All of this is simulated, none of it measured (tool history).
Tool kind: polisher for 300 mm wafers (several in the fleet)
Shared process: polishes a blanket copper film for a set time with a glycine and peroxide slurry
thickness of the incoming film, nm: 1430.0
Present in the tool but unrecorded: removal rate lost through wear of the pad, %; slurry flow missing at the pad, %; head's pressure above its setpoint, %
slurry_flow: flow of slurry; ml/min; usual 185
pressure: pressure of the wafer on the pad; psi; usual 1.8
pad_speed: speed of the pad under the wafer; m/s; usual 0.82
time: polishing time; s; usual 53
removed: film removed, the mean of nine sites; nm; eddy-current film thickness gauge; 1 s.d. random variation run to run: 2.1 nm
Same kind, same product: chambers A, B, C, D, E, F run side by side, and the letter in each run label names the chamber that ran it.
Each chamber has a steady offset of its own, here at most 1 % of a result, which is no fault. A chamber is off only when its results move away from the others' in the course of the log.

| run | hour | slurry_flow | pressure | pad_speed | time | wafers polished on this pad | hours since the slurry nozzle was cleaned | hours since the head pressure was calibrated | removed |
|---|---|---|---|---|---|---|---|---|---|
| 1E | 7.6 | 185 | 1.8 | 0.82 | 53 | 961 | 528.5 | 442.8 | 149.16 |
|  | 12.3 | chamber E: worn pad replaced by a new one |
| 2F | 19.2 | 185 | 1.8 | 0.82 | 53 | 282 | 590.3 | 389.9 | 147.42 |
| 3D | 26.8 | 185 | 1.8 | 0.82 | 53 | 712 | 238.2 | 264.8 | 149.10 |
| 4B | 39.8 | 185 | 1.8 | 0.82 | 53 | 944 | 191.1 | 645.5 | 147.27 |
|  | 50.1 | chamber B: worn pad replaced by a new one |
| 5A | 50.6 | 185 | 1.3 | 0.82 | 68 | 688 | 248.1 | 393.5 | 149.59 |
| 6C | 64.9 | 185 | 1.3 | 0.82 | 68 | 1054 | 380.6 | 797.0 | 151.48 |
| 7F | 73.7 | 185 | 1.3 | 0.82 | 68 | 921 | 644.8 | 444.4 | 149.51 |
|  | 78.7 | chamber F: worn pad replaced by a new one |
|  | 79.8 | chamber C: worn pad replaced by a new one |
|  | 81.7 | chamber A: worn pad replaced by a new one |
| 8B | 86.4 | 185 | 1.3 | 0.82 | 68 | 426 | 237.7 | 692.1 | 151.02 |
|  | 90.6 | chamber E: worn pad replaced by a new one |
| 9E | 100.9 | 185 | 1.3 | 0.82 | 68 | 121 | 621.8 | 536.1 | 155.61 |
| 10C | 109.6 | 185 | 1.3 | 0.82 | 68 | 349 | 425.3 | 841.7 | 154.07 |
| 11D | 117.8 | 185 | 1.8 | 0.82 | 53 | 1779 | 329.2 | 355.8 | 144.62 |
| 12A | 124.4 | 185 | 1.6 | 0.82 | 53 | 500 | 321.9 | 467.3 | 133.64 |
|  | 126.7 | chamber D: slurry nozzle cleaned |
| 13C | 130.8 | 185 | 1.6 | 0.82 | 53 | 598 | 446.5 | 862.9 | 134.19 |
| 14D | 142.2 | 185 | 1.6 | 0.82 | 53 | 2065 | 15.5 | 380.2 | 134.90 |
|  | 146.0 | chamber B: worn pad replaced by a new one |
|  | 151.9 | chamber F: worn pad replaced by a new one |
| 15F | 154.7 | 185 | 1.6 | 0.82 | 53 | 33 | 725.8 | 525.4 | 136.20 |
| 16E | 163.4 | 185 | 1.6 | 0.82 | 53 | 853 | 684.3 | 598.6 | 137.62 |
|  | 172.9 | chamber A: worn pad replaced by a new one |
| 17B | 176.9 | 185 | 1.6 | 0.82 | 53 | 362 | 328.2 | 782.6 | 134.66 |
|  | 177.4 | chamber C: head pressure recalibrated |
|  | 183.0 | chamber E: worn pad replaced by a new one |
| 18A | 188.8 | 185 | 1.8 | 0.82 | 53 | 187 | 386.3 | 531.7 | 148.96 |
|  | 193.4 | chamber C: worn pad replaced by a new one |
| 19D | 195.4 | 140 | 1.8 | 0.82 | 53 | 2688 | 68.7 | 433.4 | 140.85 |
| 20A | 207.7 | 140 | 1.8 | 0.82 | 53 | 408 | 405.2 | 550.6 | 143.32 |
| 21F | 217.0 | 140 | 1.8 | 0.82 | 53 | 763 | 788.1 | 587.7 | 137.48 |
|  | 224.9 | chamber F: worn pad replaced by a new one |
|  | 227.7 | chamber B: worn pad replaced by a new one |
| 22B | 231.0 | 140 | 1.8 | 0.82 | 53 | 39 | 382.3 | 836.7 | 138.22 |
| 23E | 241.0 | 140 | 1.8 | 0.82 | 53 | 680 | 761.9 | 676.2 | 140.24 |
| 24C | 254.5 | 140 | 1.8 | 0.82 | 53 | 716 | 570.2 | 77.1 | 139.73 |
|  | 260.7 | chamber F: slurry nozzle cleaned |
| 25F | 260.9 | 185 | 1.8 | 0.82 | 53 | 422 | 0.2 | 631.6 | 146.29 |
|  | 263.3 | chamber E: slurry nozzle cleaned |
|  | 266.7 | chamber A: worn pad replaced by a new one |
| 26A | 272.9 | 185 | 1.8 | 0.82 | 53 | 73 | 470.4 | 615.8 | 149.42 |
|  | 277.7 | chamber E: worn pad replaced by a new one |
| 27C | 285.5 | 185 | 1.8 | 0.82 | 53 | 1079 | 601.2 | 108.1 | 142.99 |
| 28E | 297.5 | 185 | 1.8 | 0.82 | 53 | 232 | 34.3 | 732.7 | 147.30 |
|  | 299.5 | chamber F: worn pad replaced by a new one |
|  | 301.8 | chamber C: worn pad replaced by a new one |
| 29B | 306.4 | 185 | 1.8 | 0.82 | 53 | 922 | 457.7 | 912.1 | 146.98 |
| 30D | 318.0 | 185 | 1.8 | 0.82 | 53 | 4124 | 191.3 | 556.0 | 139.73 |
|  | 321.1 | chamber B: worn pad replaced by a new one |
|  | 324.4 | chamber E: head pressure recalibrated |
| 31F | 324.7 | 185 | 1.8 | 0.82 | 53 | 295 | 64.0 | 695.4 | 145.55 |
|  | 333.1 | chamber A: slurry nozzle cleaned |
| 32A | 333.4 | 185 | 1.8 | 0.82 | 53 | 781 | 0.4 | 676.3 | 149.08 |
|  | 339.3 | chamber A: worn pad replaced by a new one |
| 33B | 344.4 | 185 | 1.8 | 0.82 | 53 | 273 | 495.7 | 950.1 | 148.44 |
| 34E | 352.0 | 185 | 1.8 | 0.82 | 53 | 871 | 88.8 | 27.7 | 147.83 |
|  | 354.8 | chamber E: worn pad replaced by a new one |
| 35D | 360.5 | 185 | 1.8 | 0.82 | 53 | 4622 | 233.8 | 598.5 | 134.02 |
| 36C | 367.9 | 185 | 1.8 | 0.82 | 53 | 774 | 683.6 | 190.5 | 151.55 |
|  | 379.2 | chamber F: worn pad replaced by a new one |
| 37D | 380.9 | 185 | 1.8 | 0.82 | 53 | 4861 | 254.2 | 618.9 | 134.32 |
| 38C | 387.2 | 185 | 1.8 | 0.82 | 53 | 1000 | 702.9 | 209.8 | 149.75 |
| 39E | 394.6 | 185 | 1.3 | 0.82 | 53 | 466 | 131.4 | 70.3 | 118.91 |
|  | 407.5 | chamber B: worn pad replaced by a new one |
| 40B | 409.2 | 185 | 1.3 | 0.82 | 53 | 21 | 560.5 | 1014.9 | 116.16 |
| 41A | 415.8 | 185 | 1.3 | 0.82 | 53 | 896 | 82.8 | 758.7 | 119.17 |
| 42F | 422.6 | 185 | 1.3 | 0.82 | 53 | 508 | 161.9 | 793.3 | 116.62 |

Next, all 6 chambers run the settings below, one line each with question marks for the results. What does each chamber give?
| 43A | 433.1 | 185 | 1.8 | 0.72 | 53 |  |  |  | ? |
| 43B | 433.1 | 185 | 1.8 | 0.72 | 53 |  |  |  | ? |
| 43C | 433.1 | 185 | 1.8 | 0.72 | 53 |  |  |  | ? |
| 43D | 433.1 | 185 | 1.8 | 0.72 | 53 |  |  |  | ? |
| 43E | 433.1 | 185 | 1.8 | 0.72 | 53 |  |  |  | ? |
| 43F | 433.1 | 185 | 1.8 | 0.72 | 53 |  |  |  | ? |

| run | removed |
|---|---|
| 43A | 135.88 |
| 43B | 132.44 |
| 43C | 136.36 |
| 43D | 116.84 |
| 43E | 134.06 |
| 43F | 135.34 |

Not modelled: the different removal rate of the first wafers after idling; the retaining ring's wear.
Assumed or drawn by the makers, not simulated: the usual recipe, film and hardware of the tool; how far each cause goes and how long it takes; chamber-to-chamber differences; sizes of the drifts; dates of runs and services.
